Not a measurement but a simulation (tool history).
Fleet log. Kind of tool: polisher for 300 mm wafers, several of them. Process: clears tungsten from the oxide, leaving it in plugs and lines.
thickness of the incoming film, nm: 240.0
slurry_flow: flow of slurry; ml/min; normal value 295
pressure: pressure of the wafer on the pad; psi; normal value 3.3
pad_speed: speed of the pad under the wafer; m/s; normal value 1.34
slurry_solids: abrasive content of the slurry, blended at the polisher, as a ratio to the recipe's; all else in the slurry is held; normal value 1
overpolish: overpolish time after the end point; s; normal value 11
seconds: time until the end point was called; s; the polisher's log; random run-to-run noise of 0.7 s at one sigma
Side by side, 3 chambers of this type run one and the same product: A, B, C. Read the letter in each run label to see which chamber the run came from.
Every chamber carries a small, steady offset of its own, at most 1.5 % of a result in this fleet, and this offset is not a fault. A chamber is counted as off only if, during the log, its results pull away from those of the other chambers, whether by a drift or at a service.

run,day,slurry_flow,pressure,pad_speed,slurry_solids,overpolish,wafers polished on this pad,hours since the slurry nozzle was cleaned,hours since the head pressure was calibrated,hours since the slurry blender was calibrated,hours since the slurry got fresh peroxide,seconds
# day 0.292: chamber B: slurry tank refilled with fresh slurry and peroxide
# day 0.408: chamber C: slurry blender recalibrated
1B,0.45,295,3.3,1.34,1,11,287,503.2,213.3,256.1,3.8,52.728
# day 0.775: chamber A: head pressure recalibrated
2A,0.925,295,3.3,1.34,1,11,414,268.3,3.7,94.1,53.9,52.14
3C,1.267,295,3.3,1.34,1,11,442,408.1,77.8,20.7,50.5,53.251
4B,1.496,295,3.3,1.34,1,11,555,528.3,238.4,281.2,28.9,52.904
# day 1.738: chamber C: slurry tank refilled with fresh slurry and peroxide
# day 1.738: chamber B: worn pad replaced by a new one
5A,1.792,295,3.3,1.34,1,11,636,289.1,24.5,114.9,74.7,52.936
# day 1.846: chamber B: slurry nozzle cleaned
6C,2.067,295,3.3,1.34,1,11,647,427.3,97,39.9,8,53.714
# day 2.275: chamber C: worn pad replaced by a new one
7B,2.325,295,3.3,1.34,1,11,151,11.6,258.3,301.1,48.8,53.758
# day 2.417: chamber A: worn pad replaced by a new one
8A,2.654,295,3.3,1.34,1,11,61,309.8,45.2,135.6,95.4,52.964
9C,2.879,295,3.3,1.34,1,11,155,446.8,116.5,59.4,27.5,54.39
10A,3.338,295,3.3,1.34,1,11,236,326.2,61.6,152,111.8,52.783
11B,3.696,295,3.3,1.34,1,11,502,44.5,291.2,334,81.7,52.269
# day 3.883: chamber B: worn pad replaced by a new one
12C,4.179,245,3.3,1.34,1,11,488,478,147.7,90.6,58.7,55.19
13B,4.567,245,3.3,1.34,1,11,175,65.4,312.1,354.9,102.6,52.997
# day 4.904: chamber C: slurry tank refilled with fresh slurry and peroxide
14A,4.95,245,3.3,1.34,1,11,649,364.9,100.3,190.7,150.5,55.107
# day 5.021: chamber C: worn pad replaced by a new one
15C,5.242,295,3.3,1.34,1,11,56,503.5,173.2,116.1,8.1,53.607
# day 5.575: chamber A: worn pad replaced by a new one
# day 5.638: chamber B: slurry tank refilled with fresh slurry and peroxide
16C,5.704,240,3.3,1.34,0.75,11,175,514.6,184.3,127.2,19.2,58.054
# day 5.942: chamber B: worn pad replaced by a new one
17A,6.079,240,3.3,1.34,0.75,11,129,392,127.4,217.8,177.6,59.979
18B,6.571,240,3.3,1.34,0.75,11,161,113.5,360.2,403,22.5,58.845
19B,6.962,210,4.4,1.34,1,11,262,122.9,369.6,412.4,31.9,40.626
20C,7.367,210,4.4,1.34,1,11,601,554.5,224.2,167.1,59.1,41.966
# day 7.692: chamber C: worn pad replaced by a new one
21A,7.704,210,4.4,1.34,1,11,546,431,166.4,256.8,216.6,45.394
# day 7.875: chamber B: worn pad replaced by a new one
# day 7.975: chamber C: slurry tank refilled with fresh slurry and peroxide
22A,8.092,295,3.3,1.34,1,11,645,440.3,175.7,266.1,225.9,59.274
# day 8.212: chamber B: slurry blender recalibrated
23B,8.392,295,3.3,1.34,1,11,132,157.2,403.9,4.4,66.2,52.853
# day 8.675: chamber A: worn pad replaced by a new one
24C,8.854,295,3.3,1.34,1,11,298,590.2,259.9,202.8,21.1,55.118
# day 9.2: chamber C: head pressure recalibrated
# day 9.267: chamber C: slurry nozzle cleaned
25C,9.292,295,3.3,1.34,1,11,410,0.7,2.2,213.3,31.6,53.224
26B,9.567,295,3.3,1.34,1,11,433,185.4,432.1,32.6,94.4,53.057
27A,9.812,295,3.3,1.34,1,5,291,481.6,217,307.4,267.2,61.707
# day 10.021: chamber B: worn pad replaced by a new one
28A,10.142,295,3.3,1.34,1,5,376,489.5,224.9,315.3,275.1,61.244
29B,10.429,295,3.3,1.34,1,5,104,206.1,452.8,53.3,115.1,53.322

All 3 chambers run these settings next. Forecast each chamber's results:
30A,10.8,295,3.3,1.34,1,11,,,,,,?
30B,10.8,295,3.3,1.34,1,11,,,,,,?
30C,10.8,295,3.3,1.34,1,11,,,,,,?

run,seconds
30A,62.783
30B,52.165
30C,54.449
